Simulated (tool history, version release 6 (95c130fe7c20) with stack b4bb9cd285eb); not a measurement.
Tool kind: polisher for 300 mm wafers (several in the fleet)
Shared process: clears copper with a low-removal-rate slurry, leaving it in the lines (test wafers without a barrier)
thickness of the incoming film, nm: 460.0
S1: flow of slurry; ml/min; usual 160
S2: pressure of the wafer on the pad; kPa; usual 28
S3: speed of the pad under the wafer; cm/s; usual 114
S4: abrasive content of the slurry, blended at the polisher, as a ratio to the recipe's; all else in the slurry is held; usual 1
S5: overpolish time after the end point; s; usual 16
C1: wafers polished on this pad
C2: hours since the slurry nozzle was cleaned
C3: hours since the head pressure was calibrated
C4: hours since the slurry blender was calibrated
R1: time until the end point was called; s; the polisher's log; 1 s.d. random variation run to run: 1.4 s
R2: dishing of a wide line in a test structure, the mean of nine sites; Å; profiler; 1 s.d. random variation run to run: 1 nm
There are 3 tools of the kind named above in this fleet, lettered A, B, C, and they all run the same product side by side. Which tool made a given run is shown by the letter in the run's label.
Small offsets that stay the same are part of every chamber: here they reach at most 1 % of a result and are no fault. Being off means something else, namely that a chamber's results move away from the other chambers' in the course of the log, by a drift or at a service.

{"run": "1C", "hour": 9.5, "S1": 160, "S2": 28, "S3": 114, "S4": 1, "S5": 16, "C1": 184, "C2": 418, "C3": 326.2, "C4": 89.7, "R1": 93.108, "R2": 520.49}
{"hour": 12.8, "done": "chamber A: worn pad replaced by a new one"}
{"run": "2B", "hour": 23.0, "S1": 160, "S2": 28, "S3": 114, "S4": 1, "S5": 16, "C1": 281, "C2": 749.3, "C3": 128.5, "C4": 37.6, "R1": 96.423, "R2": 525.42}
{"hour": 33.5, "done": "chamber B: slurry nozzle cleaned"}
{"run": "3A", "hour": 36.6, "S1": 160, "S2": 28, "S3": 114, "S4": 1, "S5": 16, "C1": 166, "C2": 523.3, "C3": 634.2, "C4": 108.6, "R1": 95.655, "R2": 528.41}
{"run": "4B", "hour": 47.6, "S1": 160, "S2": 28, "S3": 114, "S4": 1, "S5": 16, "C1": 453, "C2": 14.1, "C3": 153.1, "C4": 62.2, "R1": 96.71, "R2": 517.82}
{"run": "5C", "hour": 59.6, "S1": 160, "S2": 28, "S3": 114, "S4": 1, "S5": 16, "C1": 535, "C2": 468.1, "C3": 376.3, "C4": 139.8, "R1": 94.841, "R2": 503.19}
{"run": "6A", "hour": 74.0, "S1": 160, "S2": 28, "S3": 114, "S4": 1, "S5": 16, "C1": 428, "C2": 560.7, "C3": 671.6, "C4": 146, "R1": 94.71, "R2": 502.9}
{"hour": 77.2, "done": "chamber A: head pressure recalibrated"}
{"hour": 85.0, "done": "chamber C: worn pad replaced by a new one"}
{"hour": 85.7, "done": "chamber A: slurry nozzle cleaned"}
{"run": "7C", "hour": 87.1, "S1": 160, "S2": 28, "S3": 114, "S4": 1, "S5": 16, "C1": 15, "C2": 495.6, "C3": 403.8, "C4": 167.3, "R1": 96.041, "R2": 511.31}
{"hour": 89.3, "done": "chamber B: worn pad replaced by a new one"}
{"hour": 89.8, "done": "chamber C: slurry blender recalibrated"}
{"run": "8B", "hour": 95.0, "S1": 160, "S2": 28, "S3": 114, "S4": 1, "S5": 16, "C1": 40, "C2": 61.5, "C3": 200.5, "C4": 109.6, "R1": 94.879, "R2": 515.61}
{"run": "9A", "hour": 107.5, "S1": 160, "S2": 28, "S3": 114, "S4": 1, "S5": 16, "C1": 662, "C2": 21.8, "C3": 30.3, "C4": 179.5, "R1": 94.07, "R2": 526.53}
{"run": "10C", "hour": 123.4, "S1": 160, "S2": 28, "S3": 114, "S4": 1, "S5": 16, "C1": 269, "C2": 531.9, "C3": 440.1, "C4": 33.6, "R1": 96.361, "R2": 523.85}
{"run": "11A", "hour": 134.0, "S1": 160, "S2": 28, "S3": 114, "S4": 1, "S5": 16, "C1": 848, "C2": 48.3, "C3": 56.8, "C4": 206, "R1": 93.617, "R2": 517.38}
{"hour": 139.2, "done": "chamber A: slurry blender recalibrated"}
{"run": "12B", "hour": 146.9, "S1": 160, "S2": 28, "S3": 114, "S4": 1, "S5": 16, "C1": 403, "C2": 113.4, "C3": 252.4, "C4": 161.5, "R1": 96.022, "R2": 512.49}
{"run": "13B", "hour": 154.1, "S1": 160, "S2": 28, "S3": 114, "S4": 1, "S5": 16, "C1": 453, "C2": 120.6, "C3": 259.6, "C4": 168.7, "R1": 95.644, "R2": 537.44}
{"run": "14A", "hour": 165.8, "S1": 160, "S2": 28, "S3": 114, "S4": 1, "S5": 16, "C1": 1070, "C2": 80.1, "C3": 88.6, "C4": 26.7, "R1": 94.186, "R2": 531.83}
{"hour": 170.0, "done": "chamber C: worn pad replaced by a new one"}
{"hour": 170.9, "done": "chamber C: slurry nozzle cleaned"}
{"run": "15C", "hour": 174.0, "S1": 195, "S2": 28, "S3": 140, "S4": 1, "S5": 16, "C1": 28, "C2": 3.1, "C3": 490.7, "C4": 84.2, "R1": 73.599, "R2": 623.34}
{"hour": 186.5, "done": "chamber B: worn pad replaced by a new one"}
{"run": "16C", "hour": 187.4, "S1": 195, "S2": 28, "S3": 140, "S4": 1, "S5": 16, "C1": 122, "C2": 16.5, "C3": 504.1, "C4": 97.6, "R1": 74.616, "R2": 613.83}
{"run": "17B", "hour": 199.0, "S1": 195, "S2": 28, "S3": 140, "S4": 1, "S5": 16, "C1": 87, "C2": 165.5, "C3": 304.5, "C4": 213.6, "R1": 76.682, "R2": 646.37}
{"hour": 206.3, "done": "chamber A: worn pad replaced by a new one"}
{"run": "18A", "hour": 209.6, "S1": 160, "S2": 28, "S3": 114, "S4": 1, "S5": 16, "C1": 23, "C2": 123.9, "C3": 132.4, "C4": 70.5, "R1": 96.505, "R2": 507.12}
{"run": "19B", "hour": 222.9, "S1": 160, "S2": 28, "S3": 114, "S4": 1, "S5": 16, "C1": 254, "C2": 189.4, "C3": 328.4, "C4": 237.5, "R1": 95.47, "R2": 496.92}
{"run": "20A", "hour": 234.2, "S1": 160, "S2": 28, "S3": 114, "S4": 1, "S5": 16, "C1": 195, "C2": 148.5, "C3": 157, "C4": 95.1, "R1": 94.851, "R2": 513.4}
{"run": "21C", "hour": 246.6, "S1": 160, "S2": 28, "S3": 114, "S4": 1, "S5": 16, "C1": 536, "C2": 75.7, "C3": 563.3, "C4": 156.8, "R1": 93.439, "R2": 536.92}
{"run": "22C", "hour": 254.0, "S1": 160, "S2": 28, "S3": 114, "S4": 1, "S5": 16, "C1": 588, "C2": 83.1, "C3": 570.7, "C4": 164.2, "R1": 92.916, "R2": 535.99}
{"run": "23A", "hour": 265.4, "S1": 160, "S2": 28, "S3": 114, "S4": 1, "S5": 16, "C1": 413, "C2": 179.7, "C3": 188.2, "C4": 126.3, "R1": 95.366, "R2": 522.17}
{"run": "24B", "hour": 280.9, "S1": 160, "S2": 28, "S3": 114, "S4": 1, "S5": 16, "C1": 660, "C2": 247.4, "C3": 386.4, "C4": 295.5, "R1": 98.592, "R2": 527.28}
{"run": "25A", "hour": 294.8, "S1": 160, "S2": 28, "S3": 114, "S4": 1, "S5": 16, "C1": 619, "C2": 209.1, "C3": 217.6, "C4": 155.7, "R1": 96.535, "R2": 508.69}

Predict what each chamber gives when all 3 of them run the settings below next.
{"run": "26A", "hour": 306.4, "S1": 160, "S2": 28, "S3": 114, "S4": 1, "S5": 16, "R1": "?", "R2": "?"}
{"run": "26B", "hour": 306.4, "S1": 160, "S2": 28, "S3": 114, "S4": 1, "S5": 16, "R1": "?", "R2": "?"}
{"run": "26C", "hour": 306.4, "S1": 160, "S2": 28, "S3": 114, "S4": 1, "S5": 16, "R1": "?", "R2": "?"}

run=26A R1=94.15 R2=515.22
run=26B R1=97.254 R2=528.59
run=26C R1=95.559 R2=542.03

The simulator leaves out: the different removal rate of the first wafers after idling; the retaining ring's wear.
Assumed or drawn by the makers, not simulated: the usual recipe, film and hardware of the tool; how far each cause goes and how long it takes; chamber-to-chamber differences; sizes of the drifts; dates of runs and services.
